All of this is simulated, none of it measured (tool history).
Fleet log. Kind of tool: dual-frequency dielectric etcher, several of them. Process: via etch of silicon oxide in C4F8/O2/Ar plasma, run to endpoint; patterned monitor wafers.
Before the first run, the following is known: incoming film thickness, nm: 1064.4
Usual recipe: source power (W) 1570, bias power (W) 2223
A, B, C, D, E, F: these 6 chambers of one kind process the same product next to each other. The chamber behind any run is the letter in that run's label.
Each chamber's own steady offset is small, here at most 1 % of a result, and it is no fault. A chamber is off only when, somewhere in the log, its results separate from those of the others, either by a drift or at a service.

run     day  source power (W)  bias power (W)  hours since the last wet clean  hours since the last source power generator calibration  hours since the last bias power generator calibration  endpoint time (s)
 1C   0.462              1570            2223                           237.9                                                   2064.9                                                 2196.8             222.63
 2D   0.992              1570            2223                           141.7                                                    430.5                                                 2231.9             223.88
      1.408  -- chamber F: source power generator calibrated
 3F   1.442              1570            2223                           614.1                                                      0.9                                                 1781.9             223.79
 4E   2.012              1570            2223                           284.7                                                    544.2                                                 2786.2             221.03
 5B   2.592              1570            2223                           382.3                                                   3223.5                                                  148.2             225.15
      2.775  -- chamber F: wet clean of the chamber
 6A   3.054              1570            2223                           270.4                                                    475.1                                                 1224.3             225.02
 7A   3.408              1240            2223                           278.9                                                    483.6                                                 1232.8             246.31
      3.521  -- chamber B: wet clean of the chamber
 8B   3.700              1240            2223                             4.4                                                   3250.1                                                  174.8             244.42
 9E   4.062              1240            2223                           333.9                                                    593.4                                                 2835.4             243.11
10D   4.658              1240            2223                           229.7                                                    518.5                                                 2319.9             244.55
11C   5.158              1240            2223                           350.6                                                   2177.6                                                 2309.5             248.50
12F   5.458              1240            2223                            64.5                                                     97.3                                                 1878.3             243.33
13C   5.917              1570            2223                           368.8                                                   2195.8                                                 2327.7             227.23
      6.292  -- chamber C: wet clean of the chamber
14E   6.375              1570            2223                           389.4                                                    648.9                                                 2890.9             217.38
15F   6.983              1850            1898                           101.1                                                    133.9                                                 1914.9             217.02
16B   7.417              1850            1898                            93.6                                                   3339.3                                                  264.0             219.50
17A   7.871              1850            1898                           386.0                                                    590.7                                                 1339.9             221.56
18D   8.392              1850            1898                           319.3                                                    608.1                                                 2409.5             218.20
19A   8.996              1850            1898                           413.0                                                    617.7                                                 1366.9             217.93
20B   9.354              1850            1898                           140.1                                                   3385.8                                                  310.5             217.77
21D   9.858              1570            2223                           354.5                                                    643.3                                                 2444.7             225.35
22E  10.271              1570            2223                           482.9                                                    742.4                                                 2984.4             216.00
     10.692  -- chamber A: wet clean of the chamber
23F  10.812              1570            2223                           193.0                                                    225.8                                                 2006.8             224.88
24C  11.408              1320            2686                           122.9                                                   2327.6                                                 2459.5             230.32
25E  11.912              1320            2686                           522.3                                                    781.8                                                 3023.8             218.66
26B  12.292              1320            2686                           210.6                                                   3456.3                                                  381.0             224.85
27F  12.579              1320            2686                           235.4                                                    268.2                                                 2049.2             227.27
     12.983  -- chamber D: wet clean of the chamber
28D  13.196              1320            2686                             5.1                                                    723.4                                                 2524.8             229.41
29C  13.792              1320            2686                           180.1                                                   2384.8                                                 2516.7             228.09
30A  14.408              1570            2223                            89.2                                                    747.6                                                 1496.8             223.21
31E  14.725              1570            2223                           589.8                                                    849.3                                                 3091.3             212.84
32D  14.996              1570            2763                            48.3                                                    766.6                                                 2568.0             210.24
33C  15.567              1570            2763                           222.7                                                   2427.4                                                 2559.3             211.18
34B  16.150              1570            2763                           303.2                                                   3548.9                                                  473.6             208.98
35F  16.588              1570            2763                           331.6                                                    364.4                                                 2145.4             210.01
36A  17.108              1570            2763                           154.0                                                    812.4                                                 1561.6             212.38

Does one chamber stand apart from the rest, does the shared gauge drift, or is all well apart from small per-chamber offsets? Give the chamber and the most likely cause, where there is one.

It is chamber E that slowly wanders off from its peers.
Most likely cause: etch rate over this chamber's usual, % = 5.16.

Below are 4 candidate recipes for chamber E's next run, each the usual settings with a change, their results shown as question marks. Which of them brings E's results back in line with what the other chambers give on the usual settings?
A result is in line if it is within this distance of the other chambers' mean on the usual settings: endpoint time (s) 5.80
37E-1  17.550              1530            2185                                                                                                                                                                  ?
37E-2  17.550              1720            2384                                                                                                                                                                  ?
37E-3  17.550              1420            2062                                                                                                                                                                  ?
37E-4  17.550              1610            2261                                                                                                                                                                  ?

Mean of the other chambers on the usual settings: endpoint time (s) 224.67
  run  endpoint time (s)
37E-1             214.25
37E-2             199.24
37E-3             224.55
37E-4             207.81
37E-3 puts the chamber back in line with the other chambers.
